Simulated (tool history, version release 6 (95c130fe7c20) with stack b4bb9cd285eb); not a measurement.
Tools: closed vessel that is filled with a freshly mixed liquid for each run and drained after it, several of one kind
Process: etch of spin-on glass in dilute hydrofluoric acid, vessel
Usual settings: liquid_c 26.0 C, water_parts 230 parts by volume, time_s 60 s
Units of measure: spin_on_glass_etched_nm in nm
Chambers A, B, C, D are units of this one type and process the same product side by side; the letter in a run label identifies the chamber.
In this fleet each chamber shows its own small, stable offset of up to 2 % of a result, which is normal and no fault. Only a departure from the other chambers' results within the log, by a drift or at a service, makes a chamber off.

run,day,liquid_c,water_parts,time_s,"read-back film thickness of the spin-on glass reference wafer, read on the same gauge (nm)",spin_on_glass_etched_nm
1C,0.338,26.0,230,60,79.972,15.3250
2D,0.883,26.0,230,60,79.985,15.0870
3B,1.400,26.0,230,60,80.033,15.0940
4A,1.983,26.0,230,60,79.994,14.8340
5B,2.308,26.0,230,60,79.995,15.0950
# day 2.688: chamber C: hydrofluoric acid flow meter replaced
6A,2.912,26.0,230,60,80.014,14.8640
7D,3.492,24.5,230,60,79.997,14.3250
8C,4.029,24.5,230,60,80.015,14.4450
9C,4.662,24.5,230,60,79.985,14.2980
10D,5.171,24.5,230,60,79.969,14.5550
11B,5.500,26.0,230,60,79.982,15.0370
12A,6.017,26.0,170,60,79.990,21.7620
13A,6.333,26.0,170,60,80.016,21.7600
14C,6.979,26.0,170,60,79.984,21.8610
15B,7.646,26.0,170,60,79.983,21.6220
16D,8.108,26.0,230,60,80.004,15.2690
17C,8.412,26.0,230,60,80.041,15.1560
18A,8.933,24.5,230,60,79.971,14.0450
19D,9.538,24.5,230,60,80.016,14.3860
20B,10.142,24.5,230,60,80.009,14.3370
21B,10.792,24.5,230,60,79.977,14.4590
22A,11.304,26.0,230,60,79.993,14.7790
23C,11.912,26.0,230,60,80.007,14.8810
# day 12.354: chamber A: thermometer replaced
24D,12.496,26.0,230,60,79.979,15.2750
25C,12.979,26.0,230,60,80.010,14.6130
26D,13.396,26.0,230,60,80.009,15.1530
27B,14.033,26.0,230,60,79.979,15.3170
28A,14.708,26.0,230,60,80.002,14.9330
29C,15.008,26.0,230,60,80.021,14.7170
30D,15.633,26.0,340,60,80.002,8.9699
31A,16.079,26.0,340,60,80.001,9.0584
32B,16.600,26.0,340,60,79.980,9.0483
33A,17.183,26.0,340,60,79.996,8.9175
34B,17.567,26.0,230,60,79.983,15.0450
35D,18.238,26.0,230,60,79.974,15.3310
36C,18.721,26.0,230,60,80.025,14.5490
37B,19.058,26.0,230,60,79.993,14.9490
38D,19.429,26.0,230,60,79.996,15.1810
39C,19.904,26.0,230,60,80.010,14.4710
40A,20.579,26.0,230,60,80.004,14.8190
41D,21.033,26.0,230,60,80.001,15.2770
42B,21.667,29.5,310,60,79.971,11.6190
# day 21.933: chamber A: hydrofluoric acid flow meter replaced
43A,22.083,29.5,310,60,80.028,11.2810

Next, every chamber runs the same settings. What will each give?
44A,22.579,23.5,230,60,,?
44B,22.579,23.5,230,60,,?
44C,22.579,23.5,230,60,,?
44D,22.579,23.5,230,60,,?

run,spin_on_glass_etched_nm
44A,13.6250
44B,13.7010
44C,13.0940
44D,13.8710

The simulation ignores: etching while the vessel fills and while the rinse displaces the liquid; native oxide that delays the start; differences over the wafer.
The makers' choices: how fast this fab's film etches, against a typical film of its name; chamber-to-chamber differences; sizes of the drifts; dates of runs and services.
